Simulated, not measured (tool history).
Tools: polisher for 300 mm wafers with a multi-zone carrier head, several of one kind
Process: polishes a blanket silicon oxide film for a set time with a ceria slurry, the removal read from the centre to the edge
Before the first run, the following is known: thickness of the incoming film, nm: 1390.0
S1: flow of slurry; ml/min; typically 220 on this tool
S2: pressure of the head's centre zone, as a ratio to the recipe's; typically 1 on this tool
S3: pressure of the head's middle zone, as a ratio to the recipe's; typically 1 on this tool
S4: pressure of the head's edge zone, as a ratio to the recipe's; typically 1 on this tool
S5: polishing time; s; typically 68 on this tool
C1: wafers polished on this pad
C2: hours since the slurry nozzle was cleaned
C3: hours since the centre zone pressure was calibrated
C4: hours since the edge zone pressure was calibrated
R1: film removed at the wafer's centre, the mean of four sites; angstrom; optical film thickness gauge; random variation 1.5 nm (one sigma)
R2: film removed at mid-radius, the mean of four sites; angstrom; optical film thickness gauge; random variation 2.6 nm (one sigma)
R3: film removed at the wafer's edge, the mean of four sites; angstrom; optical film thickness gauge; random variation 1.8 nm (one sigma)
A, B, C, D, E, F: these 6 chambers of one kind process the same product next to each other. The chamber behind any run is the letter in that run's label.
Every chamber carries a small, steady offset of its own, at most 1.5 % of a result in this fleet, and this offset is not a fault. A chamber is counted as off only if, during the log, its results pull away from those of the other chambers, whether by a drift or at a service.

{"run": "1A", "hour": 5.7, "S1": 220, "S2": 1, "S3": 1, "S4": 1, "S5": 68, "C1": 890, "C2": 389.9, "C3": 593.5, "C4": 1127.2, "R1": 2297.7, "R2": 2290.6, "R3": 2303.3}
{"run": "2D", "hour": 12.0, "S1": 220, "S2": 1, "S3": 1, "S4": 1, "S5": 68, "C1": 540, "C2": 178.7, "C3": 313.9, "C4": 106.6, "R1": 2321.3, "R2": 2274.3, "R3": 2302.2}
{"run": "3E", "hour": 16.0, "S1": 220, "S2": 1, "S3": 1, "S4": 1, "S5": 68, "C1": 279, "C2": 115.8, "C3": 98.7, "C4": 331.3, "R1": 2330.1, "R2": 2297.3, "R3": 2318.1}
{"run": "4C", "hour": 21.5, "S1": 220, "S2": 1, "S3": 1, "S4": 1, "S5": 68, "C1": 891, "C2": 149.9, "C3": 395.3, "C4": 225, "R1": 2365.5, "R2": 2364.1, "R3": 2315.5}
{"hour": 24.6, "done": "chamber F: worn pad replaced by a new one"}
{"run": "5B", "hour": 26.2, "S1": 220, "S2": 1, "S3": 1, "S4": 1, "S5": 68, "C1": 1237, "C2": 158.9, "C3": 883.9, "C4": 314.9, "R1": 2338.9, "R2": 2326.2, "R3": 2313.2}
{"run": "6F", "hour": 32.3, "S1": 220, "S2": 1, "S3": 1, "S4": 1, "S5": 68, "C1": 81, "C2": 218.4, "C3": 740, "C4": 493.6, "R1": 2331.7, "R2": 2297.4, "R3": 2334.4}
{"hour": 35.5, "done": "chamber A: worn pad replaced by a new one"}
{"run": "7D", "hour": 37.9, "S1": 220, "S2": 1, "S3": 1, "S4": 1.08, "S5": 48, "C1": 812, "C2": 204.6, "C3": 339.8, "C4": 132.5, "R1": 1637.5, "R2": 1658.8, "R3": 1711}
{"hour": 39.7, "done": "chamber B: worn pad replaced by a new one"}
{"hour": 41.7, "done": "chamber C: centre zone pressure recalibrated"}
{"run": "8C", "hour": 43.8, "S1": 220, "S2": 1, "S3": 1, "S4": 1.08, "S5": 48, "C1": 1125, "C2": 172.2, "C3": 2.2, "C4": 247.3, "R1": 1680.2, "R2": 1675.8, "R3": 1688.7}
{"run": "9A", "hour": 50.5, "S1": 220, "S2": 1, "S3": 1, "S4": 1.08, "S5": 48, "C1": 158, "C2": 434.7, "C3": 638.3, "C4": 1172, "R1": 1619.4, "R2": 1599.3, "R3": 1698.2}
{"run": "10B", "hour": 55.7, "S1": 220, "S2": 1, "S3": 1, "S4": 1.08, "S5": 48, "C1": 168, "C2": 188.4, "C3": 913.4, "C4": 344.4, "R1": 1637.3, "R2": 1667.9, "R3": 1687.3}
{"run": "11E", "hour": 62.5, "S1": 220, "S2": 1, "S3": 1, "S4": 1.08, "S5": 48, "C1": 768, "C2": 162.3, "C3": 145.2, "C4": 377.8, "R1": 1645.2, "R2": 1655.5, "R3": 1681}
{"hour": 65.4, "done": "chamber C: worn pad replaced by a new one"}
{"run": "12F", "hour": 67.4, "S1": 220, "S2": 1, "S3": 1, "S4": 1.08, "S5": 48, "C1": 451, "C2": 253.5, "C3": 775.1, "C4": 528.7, "R1": 1639.9, "R2": 1646.7, "R3": 1715.3}
{"hour": 70.0, "done": "chamber D: worn pad replaced by a new one"}
{"run": "13C", "hour": 75.0, "S1": 220, "S2": 1, "S3": 1, "S4": 1, "S5": 68, "C1": 101, "C2": 203.4, "C3": 33.4, "C4": 278.5, "R1": 2325.1, "R2": 2329, "R3": 2298.9}
{"hour": 80.0, "done": "chamber E: worn pad replaced by a new one"}
{"run": "14E", "hour": 81.6, "S1": 220, "S2": 1, "S3": 1, "S4": 1, "S5": 68, "C1": 17, "C2": 181.4, "C3": 164.3, "C4": 396.9, "R1": 2308, "R2": 2320.1, "R3": 2311.2}
{"hour": 84.1, "done": "chamber F: worn pad replaced by a new one"}
{"run": "15A", "hour": 88.1, "S1": 220, "S2": 1, "S3": 1, "S4": 1, "S5": 68, "C1": 554, "C2": 472.3, "C3": 675.9, "C4": 1209.6, "R1": 2288.7, "R2": 2299.1, "R3": 2294.8}
{"run": "16F", "hour": 94.9, "S1": 220, "S2": 1, "S3": 1, "S4": 1, "S5": 68, "C1": 114, "C2": 281, "C3": 802.6, "C4": 556.2, "R1": 2356.8, "R2": 2278.6, "R3": 2298.4}
{"run": "17D", "hour": 100.1, "S1": 220, "S2": 1, "S3": 1, "S4": 1, "S5": 68, "C1": 317, "C2": 266.8, "C3": 402, "C4": 194.7, "R1": 2303.1, "R2": 2297.7, "R3": 2343.4}
{"run": "18B", "hour": 107.4, "S1": 220, "S2": 1, "S3": 1, "S4": 1, "S5": 68, "C1": 712, "C2": 240.1, "C3": 965.1, "C4": 396.1, "R1": 2250.3, "R2": 2248.7, "R3": 2297.3}
{"run": "19F", "hour": 111.1, "S1": 220, "S2": 1, "S3": 1, "S4": 1, "S5": 68, "C1": 284, "C2": 297.2, "C3": 818.8, "C4": 572.4, "R1": 2345.1, "R2": 2289.7, "R3": 2341}
{"run": "20A", "hour": 116.8, "S1": 220, "S2": 1, "S3": 1, "S4": 1, "S5": 68, "C1": 856, "C2": 501, "C3": 704.6, "C4": 1238.3, "R1": 2317.9, "R2": 2314, "R3": 2302.7}
{"run": "21E", "hour": 120.6, "S1": 220, "S2": 1, "S3": 1, "S4": 1, "S5": 68, "C1": 427, "C2": 220.4, "C3": 203.3, "C4": 435.9, "R1": 2333.9, "R2": 2376.2, "R3": 2331.7}
{"run": "22B", "hour": 128.2, "S1": 220, "S2": 1, "S3": 1, "S4": 1, "S5": 68, "C1": 931, "C2": 260.9, "C3": 985.9, "C4": 416.9, "R1": 2289.3, "R2": 2270.2, "R3": 2308.1}
{"run": "23D", "hour": 135.1, "S1": 220, "S2": 1, "S3": 1, "S4": 1, "S5": 68, "C1": 686, "C2": 301.8, "C3": 437, "C4": 229.7, "R1": 2320.1, "R2": 2298.7, "R3": 2366.3}
{"run": "24C", "hour": 139.2, "S1": 220, "S2": 1.06, "S3": 1, "S4": 0.93, "S5": 68, "C1": 776, "C2": 267.6, "C3": 97.6, "C4": 342.7, "R1": 2518.9, "R2": 2344.6, "R3": 2217.5}
{"hour": 140.8, "done": "chamber F: worn pad replaced by a new one"}
{"hour": 145.5, "done": "chamber A: worn pad replaced by a new one"}
{"run": "25C", "hour": 146.8, "S1": 220, "S2": 1.06, "S3": 1, "S4": 0.93, "S5": 68, "C1": 856, "C2": 275.2, "C3": 105.2, "C4": 350.3, "R1": 2492.3, "R2": 2303.2, "R3": 2205.8}
{"hour": 146.9, "done": "chamber F: centre zone pressure recalibrated"}
{"run": "26D", "hour": 152.9, "S1": 220, "S2": 1.06, "S3": 1, "S4": 0.93, "S5": 68, "C1": 873, "C2": 319.6, "C3": 454.8, "C4": 247.5, "R1": 2450.3, "R2": 2308.2, "R3": 2230.2}
{"run": "27A", "hour": 159.3, "S1": 220, "S2": 1.06, "S3": 1, "S4": 0.93, "S5": 68, "C1": 146, "C2": 543.5, "C3": 747.1, "C4": 1280.8, "R1": 2466.1, "R2": 2253.2, "R3": 2233.3}
{"run": "28E", "hour": 164.6, "S1": 220, "S2": 1.06, "S3": 1, "S4": 0.93, "S5": 68, "C1": 890, "C2": 264.4, "C3": 247.3, "C4": 479.9, "R1": 2500.7, "R2": 2303.8, "R3": 2214.1}
{"hour": 169.3, "done": "chamber A: centre zone pressure recalibrated"}
{"run": "29B", "hour": 170.5, "S1": 220, "S2": 1.06, "S3": 1, "S4": 0.93, "S5": 68, "C1": 1377, "C2": 303.2, "C3": 1028.2, "C4": 459.2, "R1": 2383.5, "R2": 2276.2, "R3": 2196.4}
{"hour": 170.6, "done": "chamber D: worn pad replaced by a new one"}
{"hour": 172.0, "done": "chamber B: worn pad replaced by a new one"}
{"hour": 174.6, "done": "chamber C: worn pad replaced by a new one"}
{"run": "30F", "hour": 177.5, "S1": 220, "S2": 1, "S3": 1, "S4": 1, "S5": 68, "C1": 387, "C2": 363.6, "C3": 30.6, "C4": 638.8, "R1": 2327.9, "R2": 2317.8, "R3": 2296.7}
{"run": "31C", "hour": 183.0, "S1": 220, "S2": 1, "S3": 1, "S4": 1, "S5": 68, "C1": 89, "C2": 311.4, "C3": 141.4, "C4": 386.5, "R1": 2358.4, "R2": 2309.8, "R3": 2298.9}
{"hour": 183.9, "done": "chamber E: worn pad replaced by a new one"}
{"run": "32D", "hour": 187.6, "S1": 220, "S2": 1, "S3": 1, "S4": 1, "S5": 68, "C1": 179, "C2": 354.3, "C3": 489.5, "C4": 282.2, "R1": 2324.7, "R2": 2317.9, "R3": 2334.5}
{"run": "33B", "hour": 195.0, "S1": 220, "S2": 1, "S3": 1, "S4": 1, "S5": 68, "C1": 242, "C2": 327.7, "C3": 1052.7, "C4": 483.7, "R1": 2203.9, "R2": 2232, "R3": 2242.8}
{"hour": 197.6, "done": "chamber F: worn pad replaced by a new one"}
{"run": "34E", "hour": 200.9, "S1": 220, "S2": 1, "S3": 1, "S4": 1, "S5": 68, "C1": 179, "C2": 300.7, "C3": 283.6, "C4": 516.2, "R1": 2336.3, "R2": 2348.5, "R3": 2344.2}
{"run": "35F", "hour": 207.2, "S1": 220, "S2": 1, "S3": 1, "S4": 1, "S5": 68, "C1": 101, "C2": 393.3, "C3": 60.3, "C4": 668.5, "R1": 2336.4, "R2": 2291.8, "R3": 2327.8}
{"run": "36A", "hour": 212.6, "S1": 220, "S2": 1, "S3": 1, "S4": 1, "S5": 68, "C1": 707, "C2": 596.8, "C3": 43.4, "C4": 1334.1, "R1": 2320.1, "R2": 2301.7, "R3": 2309.7}

Which is it: a chamber that has drifted or been left off by a service, a gauge drift common to all chambers, or only each chamber's usual small offset? If a chamber is off, name it and its likeliest cause.

It is chamber B that slowly wanders off from its peers.
Most likely cause: slurry flow missing at the pad, % = 30.

Here are 4 candidates for chamber B's next run, each the usual settings with a change, their results left as question marks. Which one brings its results back in line with what the others give on the usual settings?
A result is in line if it is within this distance of the other chambers' mean on the usual settings: R1 51 angstrom; R2 89 angstrom; R3 63 angstrom
{"run": "37B-1", "hour": 218.2, "S1": 215, "S2": 0.98, "S3": 0.99, "S4": 1.01, "S5": 65, "R1": "?", "R2": "?", "R3": "?"}
{"run": "37B-2", "hour": 218.2, "S1": 220, "S2": 1.01, "S3": 1, "S4": 0.99, "S5": 69, "R1": "?", "R2": "?", "R3": "?"}
{"run": "37B-3", "hour": 218.2, "S1": 225, "S2": 1.02, "S3": 1.01, "S4": 0.99, "S5": 71, "R1": "?", "R2": "?", "R3": "?"}
{"run": "37B-4", "hour": 218.2, "S1": 220, "S2": 0.99, "S3": 1, "S4": 1.01, "S5": 67, "R1": "?", "R2": "?", "R3": "?"}

Usual-settings mean across the other chambers: R1 2330.4 angstrom; R2 2316.7 angstrom; R3 2312.9 angstrom
run=37B-1 R1=2026.7 R2=2058.9 R3=2152.1
run=37B-2 R1=2233.8 R2=2215.2 R3=2267.1
run=37B-3 R1=2334.3 R2=2309.8 R3=2339.6
run=37B-4 R1=2122.8 R2=2151.2 R3=2225
Change 37B-3 lands the chamber within the allowed miss of the other chambers.

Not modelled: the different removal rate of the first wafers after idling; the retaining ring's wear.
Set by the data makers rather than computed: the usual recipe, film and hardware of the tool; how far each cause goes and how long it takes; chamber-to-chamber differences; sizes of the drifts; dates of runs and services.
